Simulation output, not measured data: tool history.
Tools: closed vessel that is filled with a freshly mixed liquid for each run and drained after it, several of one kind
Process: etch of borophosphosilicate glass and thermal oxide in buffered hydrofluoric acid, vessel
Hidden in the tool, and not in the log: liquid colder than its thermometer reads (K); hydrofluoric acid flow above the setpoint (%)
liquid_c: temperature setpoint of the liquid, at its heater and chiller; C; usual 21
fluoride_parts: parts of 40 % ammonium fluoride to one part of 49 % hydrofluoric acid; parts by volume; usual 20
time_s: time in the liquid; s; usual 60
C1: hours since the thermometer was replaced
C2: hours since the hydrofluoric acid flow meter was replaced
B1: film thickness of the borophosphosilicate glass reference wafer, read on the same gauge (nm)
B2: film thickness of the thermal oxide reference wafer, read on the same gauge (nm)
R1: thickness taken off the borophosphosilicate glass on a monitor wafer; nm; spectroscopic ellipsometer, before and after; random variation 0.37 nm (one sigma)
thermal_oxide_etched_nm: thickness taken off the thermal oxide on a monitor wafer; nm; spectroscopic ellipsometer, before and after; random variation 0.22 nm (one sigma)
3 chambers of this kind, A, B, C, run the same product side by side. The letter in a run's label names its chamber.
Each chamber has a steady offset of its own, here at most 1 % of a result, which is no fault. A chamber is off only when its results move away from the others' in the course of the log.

{"run": "1A", "hour": 6.9, "liquid_c": 21, "fluoride_parts": 20, "time_s": 60, "C1": 634.8, "C2": 1033.2, "B1": 110.01, "B2": 79.999, "R1": 52.8, "thermal_oxide_etched_nm": 28.156}
{"run": "2B", "hour": 18.5, "liquid_c": 21, "fluoride_parts": 20, "time_s": 60, "C1": 1576.9, "C2": 99, "B1": 110.04, "B2": 79.977, "R1": 52.399, "thermal_oxide_etched_nm": 28.232}
{"run": "3C", "hour": 32.2, "liquid_c": 21, "fluoride_parts": 20, "time_s": 60, "C1": 1661.8, "C2": 1038.9, "B1": 109.99, "B2": 79.985, "R1": 53.488, "thermal_oxide_etched_nm": 28.612}
{"run": "4C", "hour": 40.4, "liquid_c": 21, "fluoride_parts": 20, "time_s": 60, "C1": 1670, "C2": 1047.1, "B1": 109.98, "B2": 80.003, "R1": 53.553, "thermal_oxide_etched_nm": 28.354}
{"run": "5A", "hour": 47.8, "liquid_c": 21, "fluoride_parts": 20, "time_s": 60, "C1": 675.7, "C2": 1074.1, "B1": 110.03, "B2": 79.997, "R1": 52.944, "thermal_oxide_etched_nm": 28.236}
{"run": "6B", "hour": 58.9, "liquid_c": 21, "fluoride_parts": 20, "time_s": 60, "C1": 1617.3, "C2": 139.4, "B1": 110.02, "B2": 80.006, "R1": 53.055, "thermal_oxide_etched_nm": 28.445}
{"run": "7C", "hour": 72.6, "liquid_c": 21, "fluoride_parts": 20, "time_s": 60, "C1": 1702.2, "C2": 1079.3, "B1": 110, "B2": 80.016, "R1": 53.396, "thermal_oxide_etched_nm": 28.405}
{"run": "8A", "hour": 81.1, "liquid_c": 21, "fluoride_parts": 20, "time_s": 60, "C1": 709, "C2": 1107.4, "B1": 110, "B2": 80.008, "R1": 53.212, "thermal_oxide_etched_nm": 28.394}
{"run": "9B", "hour": 88.1, "liquid_c": 21, "fluoride_parts": 20, "time_s": 60, "C1": 1646.5, "C2": 168.6, "B1": 110.02, "B2": 80.017, "R1": 52.962, "thermal_oxide_etched_nm": 28.54}
{"run": "10C", "hour": 98.3, "liquid_c": 21, "fluoride_parts": 20, "time_s": 60, "C1": 1727.9, "C2": 1105, "B1": 109.98, "B2": 80.013, "R1": 53.018, "thermal_oxide_etched_nm": 28.035}
{"run": "11B", "hour": 106.8, "liquid_c": 21, "fluoride_parts": 20, "time_s": 60, "C1": 1665.2, "C2": 187.3, "B1": 110, "B2": 80.007, "R1": 52.477, "thermal_oxide_etched_nm": 28.077}
{"run": "12A", "hour": 113.6, "liquid_c": 21, "fluoride_parts": 20, "time_s": 60, "C1": 741.5, "C2": 1139.9, "B1": 109.99, "B2": 79.998, "R1": 53.098, "thermal_oxide_etched_nm": 28.386}
{"run": "13A", "hour": 122.6, "liquid_c": 21, "fluoride_parts": 20, "time_s": 60, "C1": 750.5, "C2": 1148.9, "B1": 110.06, "B2": 80.014, "R1": 52.696, "thermal_oxide_etched_nm": 28.142}
{"run": "14C", "hour": 135.3, "liquid_c": 17, "fluoride_parts": 20, "time_s": 70, "C1": 1764.9, "C2": 1142, "B1": 109.99, "B2": 80, "R1": 49.866, "thermal_oxide_etched_nm": 26.486}
{"run": "15B", "hour": 145.5, "liquid_c": 17, "fluoride_parts": 20, "time_s": 70, "C1": 1703.9, "C2": 226, "B1": 109.99, "B2": 80.001, "R1": 49.133, "thermal_oxide_etched_nm": 25.9}
{"run": "16B", "hour": 152.7, "liquid_c": 17, "fluoride_parts": 20, "time_s": 70, "C1": 1711.1, "C2": 233.2, "B1": 109.97, "B2": 80.005, "R1": 49.525, "thermal_oxide_etched_nm": 26.185}
{"run": "17C", "hour": 159.4, "liquid_c": 21, "fluoride_parts": 20, "time_s": 60, "C1": 1789, "C2": 1166.1, "B1": 109.95, "B2": 79.989, "R1": 53.065, "thermal_oxide_etched_nm": 28.103}
{"run": "18A", "hour": 170.0, "liquid_c": 21, "fluoride_parts": 20, "time_s": 60, "C1": 797.9, "C2": 1196.3, "B1": 110.01, "B2": 80.003, "R1": 52.336, "thermal_oxide_etched_nm": 28.328}
{"run": "19C", "hour": 181.5, "liquid_c": 24.5, "fluoride_parts": 22.5, "time_s": 60, "C1": 1811.1, "C2": 1188.2, "B1": 109.96, "B2": 80.013, "R1": 58.434, "thermal_oxide_etched_nm": 31.594}
{"run": "20A", "hour": 191.4, "liquid_c": 24.5, "fluoride_parts": 22.5, "time_s": 60, "C1": 819.3, "C2": 1217.7, "B1": 110.03, "B2": 80.007, "R1": 58.959, "thermal_oxide_etched_nm": 31.636}
{"run": "21B", "hour": 205.2, "liquid_c": 24.5, "fluoride_parts": 22.5, "time_s": 60, "C1": 1763.6, "C2": 285.7, "B1": 110.02, "B2": 80, "R1": 58.988, "thermal_oxide_etched_nm": 31.02}
{"run": "22C", "hour": 214.7, "liquid_c": 21, "fluoride_parts": 20, "time_s": 60, "C1": 1844.3, "C2": 1221.4, "B1": 110.03, "B2": 80.003, "R1": 52.94, "thermal_oxide_etched_nm": 28.35}
{"run": "23B", "hour": 223.6, "liquid_c": 21, "fluoride_parts": 20, "time_s": 60, "C1": 1782, "C2": 304.1, "B1": 109.98, "B2": 79.995, "R1": 53.58, "thermal_oxide_etched_nm": 28.172}
{"run": "24A", "hour": 235.2, "liquid_c": 21, "fluoride_parts": 20, "time_s": 60, "C1": 863.1, "C2": 1261.5, "B1": 110.03, "B2": 80.003, "R1": 53.812, "thermal_oxide_etched_nm": 28.284}
{"run": "25C", "hour": 248.6, "liquid_c": 21, "fluoride_parts": 20, "time_s": 60, "C1": 1878.2, "C2": 1255.3, "B1": 110.03, "B2": 79.994, "R1": 52.917, "thermal_oxide_etched_nm": 28.421}
{"run": "26A", "hour": 259.9, "liquid_c": 21, "fluoride_parts": 20, "time_s": 60, "C1": 887.8, "C2": 1286.2, "B1": 110.01, "B2": 79.99, "R1": 53.147, "thermal_oxide_etched_nm": 28.243}
{"run": "27B", "hour": 272.5, "liquid_c": 21, "fluoride_parts": 26, "time_s": 60, "C1": 1830.9, "C2": 353, "B1": 110.02, "B2": 80.008, "R1": 43.761, "thermal_oxide_etched_nm": 23.554}
{"run": "28A", "hour": 285.3, "liquid_c": 21, "fluoride_parts": 26, "time_s": 60, "C1": 913.2, "C2": 1311.6, "B1": 109.99, "B2": 80.001, "R1": 44.033, "thermal_oxide_etched_nm": 23.717}

All 3 chambers run these settings next. Forecast each chamber's results:
{"run": "29A", "hour": 295.1, "liquid_c": 21, "fluoride_parts": 20, "time_s": 60, "R1": "?", "thermal_oxide_etched_nm": "?"}
{"run": "29B", "hour": 295.1, "liquid_c": 21, "fluoride_parts": 20, "time_s": 60, "R1": "?", "thermal_oxide_etched_nm": "?"}
{"run": "29C", "hour": 295.1, "liquid_c": 21, "fluoride_parts": 20, "time_s": 60, "R1": "?", "thermal_oxide_etched_nm": "?"}

run=29A R1=53.475 thermal_oxide_etched_nm=28.395
run=29B R1=52.587 thermal_oxide_etched_nm=28.255
run=29C R1=53.06 thermal_oxide_etched_nm=28.524

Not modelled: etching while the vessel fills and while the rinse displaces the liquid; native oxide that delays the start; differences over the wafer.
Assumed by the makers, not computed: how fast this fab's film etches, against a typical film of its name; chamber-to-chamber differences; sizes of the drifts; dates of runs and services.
